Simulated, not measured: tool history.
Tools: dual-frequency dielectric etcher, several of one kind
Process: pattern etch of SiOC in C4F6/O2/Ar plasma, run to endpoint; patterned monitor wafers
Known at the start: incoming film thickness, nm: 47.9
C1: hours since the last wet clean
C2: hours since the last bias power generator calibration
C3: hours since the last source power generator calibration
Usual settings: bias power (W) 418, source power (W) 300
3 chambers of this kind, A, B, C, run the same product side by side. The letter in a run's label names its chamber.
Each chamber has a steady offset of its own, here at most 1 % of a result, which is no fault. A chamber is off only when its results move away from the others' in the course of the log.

run 1B hour=9.8 | bias_power_(W)=418 source_power_(W)=300 | C1=474.9 C2=1194.1 C3=3348.8 | endpoint_time_(s)=19.144
run 2C hour=19.9 | bias_power_(W)=418 source_power_(W)=300 | C1=165.6 C2=138.4 C3=531.6 | endpoint_time_(s)=18.952
run 3A hour=30.3 | bias_power_(W)=418 source_power_(W)=300 | C1=392.4 C2=4467.9 C3=3546.2 | endpoint_time_(s)=18.994
run 4A hour=40.0 | bias_power_(W)=418 source_power_(W)=300 | C1=402.1 C2=4477.6 C3=3555.9 | endpoint_time_(s)=18.837
run 5C hour=50.4 | bias_power_(W)=418 source_power_(W)=300 | C1=196.1 C2=168.9 C3=562.1 | endpoint_time_(s)=18.925
run 6B hour=58.9 | bias_power_(W)=418 source_power_(W)=300 | C1=524.0 C2=1243.2 C3=3397.9 | endpoint_time_(s)=19.347
run 7C hour=66.0 | bias_power_(W)=418 source_power_(W)=300 | C1=211.7 C2=184.5 C3=577.7 | endpoint_time_(s)=19.033
run 8B hour=74.3 | bias_power_(W)=339 source_power_(W)=300 | C1=539.4 C2=1258.6 C3=3413.3 | endpoint_time_(s)=20.824
-- hour=78.1 chamber B: wet clean of the chamber
-- hour=83.2 chamber A: source power generator calibrated
run 9A hour=84.9 | bias_power_(W)=339 source_power_(W)=300 | C1=447.0 C2=4522.5 C3=1.7 | endpoint_time_(s)=20.474
run 10B hour=94.5 | bias_power_(W)=339 source_power_(W)=300 | C1=16.4 C2=1278.8 C3=3433.5 | endpoint_time_(s)=20.733
run 11C hour=100.1 | bias_power_(W)=418 source_power_(W)=300 | C1=245.8 C2=218.6 C3=611.8 | endpoint_time_(s)=18.962
run 12A hour=105.3 | bias_power_(W)=418 source_power_(W)=300 | C1=467.4 C2=4542.9 C3=22.1 | endpoint_time_(s)=18.997
run 13C hour=113.6 | bias_power_(W)=418 source_power_(W)=300 | C1=259.3 C2=232.1 C3=625.3 | endpoint_time_(s)=19.001
run 14B hour=119.1 | bias_power_(W)=418 source_power_(W)=300 | C1=41.0 C2=1303.4 C3=3458.1 | endpoint_time_(s)=18.964
run 15A hour=129.0 | bias_power_(W)=418 source_power_(W)=250 | C1=491.1 C2=4566.6 C3=45.8 | endpoint_time_(s)=20.163
run 16A hour=137.5 | bias_power_(W)=418 source_power_(W)=250 | C1=499.6 C2=4575.1 C3=54.3 | endpoint_time_(s)=20.191
run 17C hour=142.8 | bias_power_(W)=418 source_power_(W)=250 | C1=288.5 C2=261.3 C3=654.5 | endpoint_time_(s)=20.420
run 18B hour=150.2 | bias_power_(W)=418 source_power_(W)=300 | C1=72.1 C2=1334.5 C3=3489.2 | endpoint_time_(s)=19.180
run 19B hour=159.4 | bias_power_(W)=332 source_power_(W)=350 | C1=81.3 C2=1343.7 C3=3498.4 | endpoint_time_(s)=19.700
run 20C hour=167.7 | bias_power_(W)=332 source_power_(W)=350 | C1=313.4 C2=286.2 C3=679.4 | endpoint_time_(s)=19.519
run 21A hour=172.7 | bias_power_(W)=332 source_power_(W)=350 | C1=534.8 C2=4610.3 C3=89.5 | endpoint_time_(s)=19.236
run 22A hour=183.5 | bias_power_(W)=418 source_power_(W)=360 | C1=545.6 C2=4621.1 C3=100.3 | endpoint_time_(s)=17.599
run 23C hour=195.0 | bias_power_(W)=418 source_power_(W)=360 | C1=340.7 C2=313.5 C3=706.7 | endpoint_time_(s)=17.761
run 24B hour=205.6 | bias_power_(W)=418 source_power_(W)=360 | C1=127.5 C2=1389.9 C3=3544.6 | endpoint_time_(s)=17.932
run 25C hour=214.8 | bias_power_(W)=418 source_power_(W)=230 | C1=360.5 C2=333.3 C3=726.5 | endpoint_time_(s)=20.943
run 26A hour=222.2 | bias_power_(W)=418 source_power_(W)=230 | C1=584.3 C2=4659.8 C3=139.0 | endpoint_time_(s)=20.540
run 27B hour=233.5 | bias_power_(W)=418 source_power_(W)=230 | C1=155.4 C2=1417.8 C3=3572.5 | endpoint_time_(s)=21.074
run 28B hour=242.5 | bias_power_(W)=418 source_power_(W)=280 | C1=164.4 C2=1426.8 C3=3581.5 | endpoint_time_(s)=19.720
run 29A hour=248.2 | bias_power_(W)=418 source_power_(W)=280 | C1=610.3 C2=4685.8 C3=165.0 | endpoint_time_(s)=19.102
run 30C hour=254.1 | bias_power_(W)=418 source_power_(W)=280 | C1=399.8 C2=372.6 C3=765.8 | endpoint_time_(s)=19.575
run 31C hour=265.6 | bias_power_(W)=501 source_power_(W)=250 | C1=411.3 C2=384.1 C3=777.3 | endpoint_time_(s)=19.086
run 32A hour=276.0 | bias_power_(W)=501 source_power_(W)=250 | C1=638.1 C2=4713.6 C3=192.8 | endpoint_time_(s)=18.608
run 33B hour=286.6 | bias_power_(W)=501 source_power_(W)=250 | C1=208.5 C2=1470.9 C3=3625.6 | endpoint_time_(s)=19.140
run 34B hour=293.6 | bias_power_(W)=418 source_power_(W)=300 | C1=215.5 C2=1477.9 C3=3632.6 | endpoint_time_(s)=19.130
run 35C hour=302.3 | bias_power_(W)=319 source_power_(W)=360 | C1=448.0 C2=420.8 C3=814.0 | endpoint_time_(s)=19.551
run 36A hour=308.4 | bias_power_(W)=319 source_power_(W)=360 | C1=670.5 C2=4746.0 C3=225.2 | endpoint_time_(s)=18.966
-- hour=316.4 chamber C: wet clean of the chamber
run 37C hour=317.9 | bias_power_(W)=319 source_power_(W)=360 | C1=1.6 C2=436.4 C3=829.6 | endpoint_time_(s)=19.511
run 38A hour=328.6 | bias_power_(W)=418 source_power_(W)=300 | C1=690.7 C2=4766.2 C3=245.4 | endpoint_time_(s)=18.776
run 39B hour=333.6 | bias_power_(W)=418 source_power_(W)=300 | C1=255.5 C2=1517.9 C3=3672.6 | endpoint_time_(s)=19.103
run 40B hour=344.1 | bias_power_(W)=418 source_power_(W)=300 | C1=266.0 C2=1528.4 C3=3683.1 | endpoint_time_(s)=19.062
run 41C hour=352.2 | bias_power_(W)=461 source_power_(W)=270 | C1=35.9 C2=470.7 C3=863.9 | endpoint_time_(s)=19.060

All 3 chambers run these settings next. Forecast each chamber's results:
run 42A hour=360.4 | bias_power_(W)=418 source_power_(W)=330 | endpoint_time_(s)=?
run 42B hour=360.4 | bias_power_(W)=418 source_power_(W)=330 | endpoint_time_(s)=?
run 42C hour=360.4 | bias_power_(W)=418 source_power_(W)=330 | endpoint_time_(s)=?

run=42A endpoint_time_(s)=17.714
run=42B endpoint_time_(s)=18.469
run=42C endpoint_time_(s)=18.287

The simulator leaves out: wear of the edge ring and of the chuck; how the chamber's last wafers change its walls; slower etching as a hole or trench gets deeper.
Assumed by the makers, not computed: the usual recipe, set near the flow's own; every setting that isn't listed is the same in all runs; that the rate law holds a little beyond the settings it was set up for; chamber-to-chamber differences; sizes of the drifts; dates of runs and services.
